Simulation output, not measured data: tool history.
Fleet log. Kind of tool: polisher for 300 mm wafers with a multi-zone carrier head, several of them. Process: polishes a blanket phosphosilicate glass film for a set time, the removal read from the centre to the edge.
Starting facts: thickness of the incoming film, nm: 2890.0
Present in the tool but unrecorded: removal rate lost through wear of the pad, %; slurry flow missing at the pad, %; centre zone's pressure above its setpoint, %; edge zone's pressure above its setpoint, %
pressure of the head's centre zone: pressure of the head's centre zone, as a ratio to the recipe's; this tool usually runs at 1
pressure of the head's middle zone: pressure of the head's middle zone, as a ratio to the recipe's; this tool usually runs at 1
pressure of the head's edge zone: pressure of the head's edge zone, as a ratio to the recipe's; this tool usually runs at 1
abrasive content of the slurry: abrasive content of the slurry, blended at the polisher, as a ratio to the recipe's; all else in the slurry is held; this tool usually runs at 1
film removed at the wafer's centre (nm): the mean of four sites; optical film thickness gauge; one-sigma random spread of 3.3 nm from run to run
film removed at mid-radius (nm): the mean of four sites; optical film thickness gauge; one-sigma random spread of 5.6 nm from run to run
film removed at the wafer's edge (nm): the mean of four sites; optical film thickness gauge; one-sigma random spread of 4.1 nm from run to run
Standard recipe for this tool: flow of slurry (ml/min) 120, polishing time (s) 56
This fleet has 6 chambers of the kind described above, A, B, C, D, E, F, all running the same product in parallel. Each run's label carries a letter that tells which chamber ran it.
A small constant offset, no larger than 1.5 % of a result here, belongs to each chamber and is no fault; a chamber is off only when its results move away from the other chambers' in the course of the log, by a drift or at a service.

run,hour,flow of slurry (ml/min),pressure of the head's centre zone,pressure of the head's middle zone,pressure of the head's edge zone,abrasive content of the slurry,polishing time (s),wafers polished on this pad,hours since the slurry nozzle was cleaned,hours since the centre zone pressure was calibrated,hours since the edge zone pressure was calibrated,film removed at the wafer's centre (nm),film removed at mid-radius (nm),film removed at the wafer's edge (nm)
1F,14,120,1,1,1,1,56,458,136.5,122.7,184.5,536.46,545.42,528.68
# hour 17.4: chamber B: edge zone pressure recalibrated
# hour 20.3: chamber D: worn pad replaced by a new one
2D,24.2,120,1,1,1,1,56,28,703.1,339.2,1025.5,539.22,533.84,543.01
# hour 25.5: chamber C: worn pad replaced by a new one
# hour 26: chamber A: worn pad replaced by a new one
# hour 27.6: chamber E: slurry nozzle cleaned
# hour 27.8: chamber E: edge zone pressure recalibrated
# hour 34.3: chamber B: centre zone pressure recalibrated
# hour 34.8: chamber B: worn pad replaced by a new one
3A,40.4,120,1,1,1,1,56,103,435.6,1226.2,985.9,530.64,543.15,530.53
# hour 44.9: chamber E: worn pad replaced by a new one
4C,56.8,120,1,1,1,1,56,224,241.9,447.1,756.5,539.05,536.92,533.11
# hour 67.1: chamber F: worn pad replaced by a new one
5B,73.2,120,1,1,1.05,1,56,275,255.7,38.9,55.8,529.8,537.08,545.03
6E,80.8,120,1,1,1.05,1,56,257,53.3,501.6,53.1,541.18,537.02,548.03
7F,90.3,120,1,1,1.05,1,56,166,212.8,199,260.8,531.62,533.72,554.53
# hour 101.4: chamber C: edge zone pressure recalibrated
8D,102.9,120,1,1,1.05,1,56,592,781.8,417.9,1104.2,534.58,526.59,552.62
# hour 103.8: chamber D: worn pad replaced by a new one
9A,112.2,120,1,1,1.05,1,56,617,507.4,1298,1057.7,529.81,532.69,544.15
10B,127.4,120,1,1,1.05,1,56,663,309.9,93.1,110,532.87,523.04,548.84
11C,137.8,120,1,1,1,1,56,805,322.9,528.1,36.5,538.4,532.52,530.61
12E,148.8,120,1,1,1,1,56,744,121.3,569.6,121.1,535.5,531.47,523.98
13A,161.2,120,1,1,1,1,56,968,556.4,1347,1106.7,528.37,535.36,540.04
# hour 164.7: chamber A: worn pad replaced by a new one
# hour 166.2: chamber F: worn pad replaced by a new one
# hour 170.1: chamber D: centre zone pressure recalibrated
14C,172.1,120,1,1.08,1,1,42,1051,357.2,562.4,70.8,404.81,427.82,401.39
# hour 174.2: chamber D: slurry nozzle cleaned
# hour 177.6: chamber C: worn pad replaced by a new one
# hour 181.8: chamber B: worn pad replaced by a new one
15B,183.8,120,1,1.08,1,1,42,14,366.3,149.5,166.4,400.3,433.1,397.51
# hour 188.4: chamber D: worn pad replaced by a new one
16D,193,120,1,1.08,1,1,42,33,18.8,22.9,1194.3,404.43,426.07,406.31
17F,203.6,120,1,1.08,1,1,42,268,326.1,312.3,374.1,405.27,435.87,396.76
# hour 206.8: chamber E: worn pad replaced by a new one
18E,219.1,120,1,1.08,1,1,42,88,191.6,639.9,191.4,406.6,435.34,397.22
# hour 229.1: chamber B: slurry nozzle cleaned
19D,234.2,120,1,1.08,1,1,42,328,60,64.1,1235.5,402.44,419.03,402.44
# hour 234.3: chamber C: slurry nozzle cleaned
20F,241.5,120,1,1,1,1,56,540,364,350.2,412,536.74,543.09,528.41
# hour 245.8: chamber F: slurry nozzle cleaned
21C,256.2,120,1,1,1,1,56,563,22,646.5,154.9,533.55,532.17,541.13
# hour 257.4: chamber D: edge zone pressure recalibrated
# hour 258: chamber F: edge zone pressure recalibrated
# hour 262.1: chamber A: slurry nozzle cleaned
22A,268.9,120,1,1,1,1,56,747,6.8,1454.7,1214.4,537.27,530.45,531.84
# hour 275.3: chamber F: worn pad replaced by a new one
23B,283.2,120,1,1,1,1.2,56,727,54.2,248.9,265.8,573.51,580.99,583.24
# hour 287.1: chamber D: worn pad replaced by a new one
24E,297.4,120,1,1,1,1.2,56,649,269.9,718.2,269.7,572.21,575.37,576.54
# hour 304.9: chamber A: worn pad replaced by a new one
25E,307.2,120,1,1,1,1.2,56,719,279.7,728,279.5,575.63,584.12,576.79
26A,319.5,120,1,1,1,1.2,56,104,57.4,1505.3,1265,571.49,571.22,587.99
# hour 323.7: chamber C: worn pad replaced by a new one
27F,334.5,120,1,1,1,1.2,56,424,88.8,443.2,76.5,580.42,577.86,581.82
# hour 334.7: chamber B: worn pad replaced by a new one
# hour 343.4: chamber A: centre zone pressure recalibrated
# hour 344.3: chamber E: worn pad replaced by a new one
28D,350.2,120,1,1,1,1.2,56,452,176,180.1,92.8,588.69,564.37,589.71
29C,361.6,120,1,1,1,1,56,272,127.4,751.9,260.3,545.29,540.92,531.43
30B,370.2,120,1,1,1,1,56,254,141.2,335.9,352.8,534.47,533.37,528.14
# hour 381.7: chamber D: worn pad replaced by a new one
31D,384.2,95,1,1,0.96,1,56,18,210,214.1,126.8,496.82,497.31,515.09
# hour 396: chamber F: worn pad replaced by a new one
32B,397.1,95,1,1,0.96,1,56,447,168.1,362.8,379.7,494.37,504.69,495.23
33C,404.3,95,1,1,0.96,1,56,578,170.1,794.6,303,499.37,509.41,496.54
34E,418.1,95,1,1,0.96,1,56,529,390.6,838.9,390.4,498.75,497.03,497.88
35A,432.5,95,1,1,0.96,1,56,914,170.4,89.2,1378,502.6,502.91,504.87
36F,445.8,95,1,1,0.96,1,56,357,200.1,554.5,187.8,497.16,503.72,504.55
37D,462,120,1,1,1,1,56,575,287.8,291.9,204.6,537.11,529.65,543.73
38C,474.4,120,1,1,1,1,56,1080,240.2,864.7,373.1,541.5,533.74,533.3
39F,485.8,120,1,1,1,1,56,643,240.1,594.5,227.8,537.24,524.61,525.24

Next, every chamber runs the same settings. What will each give?
40A,497.6,120,1,1,1,1,56,,,,,?,?,?
40B,497.6,120,1,1,1,1,56,,,,,?,?,?
40C,497.6,120,1,1,1,1,56,,,,,?,?,?
40D,497.6,120,1,1,1,1,56,,,,,?,?,?
40E,497.6,120,1,1,1,1,56,,,,,?,?,?
40F,497.6,120,1,1,1,1,56,,,,,?,?,?

run,film removed at the wafer's centre (nm),film removed at mid-radius (nm),film removed at the wafer's edge (nm)
40A,528.75,537.58,540.59
40B,530.51,531.18,540.17
40C,536.88,537.65,534.01
40D,544.25,536.05,539.6
40E,535.57,528.06,526.32
40F,532.45,537.51,533.46
